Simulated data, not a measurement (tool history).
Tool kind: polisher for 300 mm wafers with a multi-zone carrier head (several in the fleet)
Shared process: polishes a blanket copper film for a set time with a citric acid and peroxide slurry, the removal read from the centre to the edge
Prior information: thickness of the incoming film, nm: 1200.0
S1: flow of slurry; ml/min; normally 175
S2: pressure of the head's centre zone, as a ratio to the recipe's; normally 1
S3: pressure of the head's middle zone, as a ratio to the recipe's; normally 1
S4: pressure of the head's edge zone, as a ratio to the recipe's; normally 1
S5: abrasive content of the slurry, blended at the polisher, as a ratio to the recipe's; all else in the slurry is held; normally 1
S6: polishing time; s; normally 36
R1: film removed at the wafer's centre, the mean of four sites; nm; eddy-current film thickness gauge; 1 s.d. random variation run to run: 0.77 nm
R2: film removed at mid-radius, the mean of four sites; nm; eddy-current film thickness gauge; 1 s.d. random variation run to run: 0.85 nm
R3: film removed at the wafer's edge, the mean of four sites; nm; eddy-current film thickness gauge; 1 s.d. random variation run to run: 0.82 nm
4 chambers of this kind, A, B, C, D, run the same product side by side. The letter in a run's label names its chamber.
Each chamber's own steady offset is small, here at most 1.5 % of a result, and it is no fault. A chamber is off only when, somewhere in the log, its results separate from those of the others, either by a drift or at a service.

run 1B hour=10.7 | S1=175 S2=1 S3=1 S4=1 S5=1 S6=36 | R1=82.982 R2=83.351 R3=82.953
-- hour=16.1 chamber A: worn pad replaced by a new one
run 2C hour=17.8 | S1=175 S2=1 S3=1 S4=1 S5=1 S6=36 | R1=83.129 R2=82.605 R3=81.919
-- hour=22.2 chamber C: worn pad replaced by a new one
-- hour=23.3 chamber D: worn pad replaced by a new one
run 3A hour=27.8 | S1=175 S2=1 S3=1 S4=1 S5=1 S6=36 | R1=84.678 R2=81.388 R3=83.97
run 4D hour=39.8 | S1=175 S2=1 S3=1 S4=1 S5=1 S6=36 | R1=84.049 R2=84.804 R3=84.134
run 5B hour=48.2 | S1=175 S2=1 S3=1 S4=1 S5=1 S6=36 | R1=83.397 R2=82.832 R3=82.821
run 6C hour=59.5 | S1=125 S2=1 S3=1 S4=1 S5=1 S6=36 | R1=77.022 R2=77.499 R3=79.056
-- hour=64.7 chamber A: worn pad replaced by a new one
run 7A hour=68.4 | S1=125 S2=1 S3=1 S4=1 S5=1 S6=36 | R1=76.923 R2=76.931 R3=79.075
-- hour=69.2 chamber B: worn pad replaced by a new one
run 8D hour=75.9 | S1=125 S2=1 S3=1 S4=1 S5=1 S6=36 | R1=78.315 R2=79.083 R3=79.234
-- hour=77.5 chamber D: worn pad replaced by a new one
-- hour=78.2 chamber C: worn pad replaced by a new one
run 9B hour=83 | S1=125 S2=1 S3=1 S4=1 S5=1 S6=36 | R1=77.911 R2=76.693 R3=77.911
run 10C hour=94.1 | S1=175 S2=1 S3=1 S4=1 S5=1 S6=36 | R1=81.817 R2=83.286 R3=83.076
run 11A hour=105.5 | S1=175 S2=1 S3=1 S4=1 S5=1 S6=36 | R1=84.537 R2=81.807 R3=82.884
run 12D hour=114.4 | S1=175 S2=1 S3=1 S4=1 S5=1 S6=36 | R1=82.628 R2=83.743 R3=83.03
-- hour=116.9 chamber A: worn pad replaced by a new one
run 13A hour=121.1 | S1=175 S2=1 S3=1 S4=1 S5=1 S6=36 | R1=83.437 R2=82.12 R3=83.373
run 14C hour=129.3 | S1=175 S2=1 S3=1 S4=1 S5=1 S6=36 | R1=81.903 R2=82.234 R3=84.432
-- hour=130.4 chamber D: worn pad replaced by a new one
-- hour=133.3 chamber B: worn pad replaced by a new one
run 15D hour=134.5 | S1=175 S2=1 S3=1 S4=1 S5=1 S6=36 | R1=82.129 R2=83.659 R3=83.429
-- hour=135.7 chamber C: worn pad replaced by a new one
run 16B hour=144.8 | S1=175 S2=1 S3=1 S4=1 S5=1 S6=36 | R1=82.925 R2=82.759 R3=83.649
run 17D hour=156.3 | S1=175 S2=1 S3=1 S4=1 S5=1 S6=36 | R1=82.686 R2=83.776 R3=83.45
run 18C hour=162.7 | S1=175 S2=1 S3=1 S4=1 S5=1 S6=36 | R1=80.362 R2=81.485 R3=80.909
-- hour=166.5 chamber A: worn pad replaced by a new one
run 19B hour=171 | S1=175 S2=1 S3=1 S4=1 S5=1 S6=36 | R1=84.253 R2=84.131 R3=85.207
run 20A hour=178.2 | S1=175 S2=1 S3=1 S4=1 S5=1 S6=36 | R1=83.449 R2=82.414 R3=83.049
-- hour=182.7 chamber D: worn pad replaced by a new one
run 21D hour=183.9 | S1=175 S2=1 S3=1 S4=1 S5=1 S6=36 | R1=84.84 R2=84.187 R3=82.176
-- hour=184.2 chamber C: worn pad replaced by a new one
run 22B hour=191.6 | S1=175 S2=1 S3=1 S4=1 S5=1 S6=36 | R1=83.91 R2=83.688 R3=82.361
run 23C hour=201 | S1=175 S2=1 S3=1 S4=1 S5=1 S6=36 | R1=79.994 R2=83.124 R3=83.811
-- hour=207.1 chamber B: worn pad replaced by a new one
run 24A hour=208.7 | S1=175 S2=1 S3=1 S4=1 S5=1 S6=36 | R1=83.46 R2=81.56 R3=83.011
run 25D hour=215 | S1=155 S2=1 S3=1 S4=1 S5=1 S6=36 | R1=82.651 R2=81.805 R3=82.033
-- hour=217.7 chamber A: worn pad replaced by a new one
run 26C hour=226.7 | S1=155 S2=1 S3=1 S4=1 S5=1 S6=36 | R1=75.854 R2=80.861 R3=81.359
run 27A hour=236.5 | S1=155 S2=1 S3=1 S4=1 S5=1 S6=36 | R1=82.83 R2=80.343 R3=80.744
run 28B hour=248.1 | S1=155 S2=1 S3=1 S4=1 S5=1 S6=36 | R1=82.688 R2=81.681 R3=81.019
run 29B hour=254.2 | S1=175 S2=0.95 S3=1 S4=1 S5=0.75 S6=36 | R1=74.025 R2=79.626 R3=79.559

Has any chamber moved away from the others, gradually or after a service, or does the common gauge drift, or do the chambers differ only by their own small steady offsets? State the chamber and the most likely cause if one applies.

It is chamber C that slowly wanders off from its peers.
Most likely cause: centre zone's pressure below its setpoint, % = 6.49.

Below are 4 candidate recipes for chamber C's next run, each the usual settings with a change, their results shown as question marks. Which of them brings C's results back in line with what the other chambers give on the usual settings?
In line here means within this much of the mean the other chambers give on the usual settings: R1 2.7 nm; R2 3 nm; R3 2.9 nm
run 30C-1 hour=262.8 | S1=180 S2=1.06 S3=0.98 S4=0.98 S5=1 S6=36 | R1=? R2=? R3=?
run 30C-2 hour=262.8 | S1=175 S2=1.02 S3=1 S4=1 S5=1 S6=36 | R1=? R2=? R3=?
run 30C-3 hour=262.8 | S1=175 S2=0.98 S3=1 S4=1 S5=1 S6=36 | R1=? R2=? R3=?
run 30C-4 hour=262.8 | S1=170 S2=0.94 S3=1.02 S4=1.02 S5=1 S6=36 | R1=? R2=? R3=?

On the usual settings, the other chambers give on average: R1 83.659 nm; R2 83.473 nm; R3 83.193 nm
run=30C-1 R1=82.641 R2=82.416 R3=81.918
run=30C-2 R1=78.828 R2=83.609 R3=82.498
run=30C-3 R1=75.427 R2=83.627 R3=82.498
run=30C-4 R1=71.645 R2=84.786 R3=83.054
With 30C-1, the chamber falls back in line with the rest.

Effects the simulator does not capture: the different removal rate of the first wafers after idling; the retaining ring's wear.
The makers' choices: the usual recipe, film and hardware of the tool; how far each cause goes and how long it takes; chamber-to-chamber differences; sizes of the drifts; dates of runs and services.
